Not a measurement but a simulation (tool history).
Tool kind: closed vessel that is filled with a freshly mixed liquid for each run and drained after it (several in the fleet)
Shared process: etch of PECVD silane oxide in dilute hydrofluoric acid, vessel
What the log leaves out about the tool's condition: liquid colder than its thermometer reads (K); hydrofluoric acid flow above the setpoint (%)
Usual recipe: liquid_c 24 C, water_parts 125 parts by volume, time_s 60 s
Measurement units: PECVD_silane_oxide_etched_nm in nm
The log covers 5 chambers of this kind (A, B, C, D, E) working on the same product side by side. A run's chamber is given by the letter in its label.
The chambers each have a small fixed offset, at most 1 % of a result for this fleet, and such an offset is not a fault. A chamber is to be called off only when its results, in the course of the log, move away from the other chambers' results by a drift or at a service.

run   hour  liquid_c  water_parts  time_s  hours since the thermometer was replaced  hours since the hydrofluoric acid flow meter was replaced  read-back film thickness of the PECVD silane oxide reference wafer, read on the same gauge (nm)  PECVD_silane_oxide_etched_nm
 1B    3.9        24          125      60                                    1947.1                                                        625                                                                                           79.968                         16.56
 2D    6.7        24          125      60                                     844.6                                                      481.4                                                                                           79.994                        16.536
 3E   10.6        24          125      60                                    1127.4                                                      281.6                                                                                            80.01                        16.464
 4C   14.9        24          125      60                                     609.3                                                      200.2                                                                                           79.969                        16.653
 5A     20        24          125      60                                     743.2                                                      101.3                                                                                           79.987                        16.532
 6D   25.4        24          125      60                                     863.3                                                      500.1                                                                                           79.986                        16.586
 7A   30.6        24          125      60                                     753.8                                                      111.9                                                                                           79.997                        16.437
 8C   33.7        24          125      60                                     628.1                                                        219                                                                                           80.009                        16.664
 9B   37.6        24          125      60                                    1980.8                                                      658.7                                                                                           79.983                        16.597
10E   40.4        24          125      60                                    1157.2                                                      311.4                                                                                           79.986                        16.441
11E   44.4        24          125      60                                    1161.2                                                      315.4                                                                                           80.021                        16.476
12A   48.6      26.5          185      60                                     771.8                                                      129.9                                                                                           79.989                        11.285
13B     51      26.5          185      60                                    1994.2                                                      672.1                                                                                           79.997                        11.453
14D   54.9      26.5          185      60                                     892.8                                                      529.6                                                                                           79.988                        11.441
15C   57.8      26.5          185      60                                     652.2                                                      243.1                                                                                           80.029                        11.394
16B   60.6      26.5          185      60                                    2003.8                                                      681.7                                                                                           79.979                        11.483
17D     65      28.5          125      60                                     902.9                                                      539.7                                                                                           79.999                         19.67
18E   69.4      28.5          125      60                                    1186.2                                                      340.4                                                                                           80.001                        19.693
19A   72.5      28.5          125      60                                     795.7                                                      153.8                                                                                           79.963                        19.218
20C   75.7      28.5          125      60                                     670.1                                                        261                                                                                           79.997                        19.654
21E   78.3      28.5          125      60                                    1195.1                                                      349.3                                                                                           80.008                        19.642
22C   83.2        24          125      60                                     677.6                                                      268.5                                                                                           79.985                        16.661
23D   87.9        24          125      60                                     925.8                                                      562.6                                                                                           79.956                         16.48
24A   91.4        27          125      80                                     814.6                                                      172.7                                                                                           80.003                        24.199
25B   95.2        27          125      80                                    2038.4                                                      716.3                                                                                           79.969                        24.713
26C   99.3        27          125      80                                     693.7                                                      284.6                                                                                           79.983                        24.802
     101.4  -- chamber D: thermometer replaced
27A    102        27          125      80                                     825.2                                                      183.3                                                                                           79.993                        24.094
28E  106.1        27          125      80                                    1222.9                                                      377.1                                                                                           79.995                        24.568
29B  111.5        24          125      60                                    2054.7                                                      732.6                                                                                           79.991                        16.528
30D  115.4        24          125      60                                      14.1                                                      590.1                                                                                           80.021                        16.577
31B  119.8        24          125      60                                      2063                                                      740.9                                                                                           79.995                        16.623
32A  123.7        24          125      60                                     846.9                                                        205                                                                                           79.982                        16.006
33E  127.6        24          125      60                                    1244.4                                                      398.6                                                                                           80.024                        16.424
34C  130.2        19          125      95                                     724.6                                                      315.5                                                                                           79.987                        21.735

Is one chamber off against the others, does the gauge drift, or is nothing wrong? If a chamber is off, say which, and what the likeliest cause is.

It is chamber A that slowly wanders off from its peers.
Cause: liquid colder than its thermometer reads (K) = 0.969.
The log may not tell that from: hydrofluoric acid flow below the setpoint (%).

Below are 4 candidate recipes for chamber A's next run, each the usual settings with a change, their results shown as question marks. Which of them brings A's results back in line with what the other chambers give on the usual settings?
In-line tolerance around the mean of the other chambers on the usual settings: PECVD_silane_oxide_etched_nm 0.19 nm
35A-1  134.1        25          125      60                                                                                                                                                                                                                                   ?
35A-2  134.1      23.5          125      60                                                                                                                                                                                                                                   ?
35A-3  134.1      24.5          125      60                                                                                                                                                                                                                                   ?
35A-4  134.1        23          125      60                                                                                                                                                                                                                                   ?

Average result of the remaining chambers running the usual settings: PECVD_silane_oxide_etched_nm 16.548 nm
  run  PECVD_silane_oxide_etched_nm
35A-1                        16.552
35A-2                         15.62
35A-3                        16.232
35A-4                         15.32
The answer is 35A-1, which returns the chamber to within the allowed miss of the others.
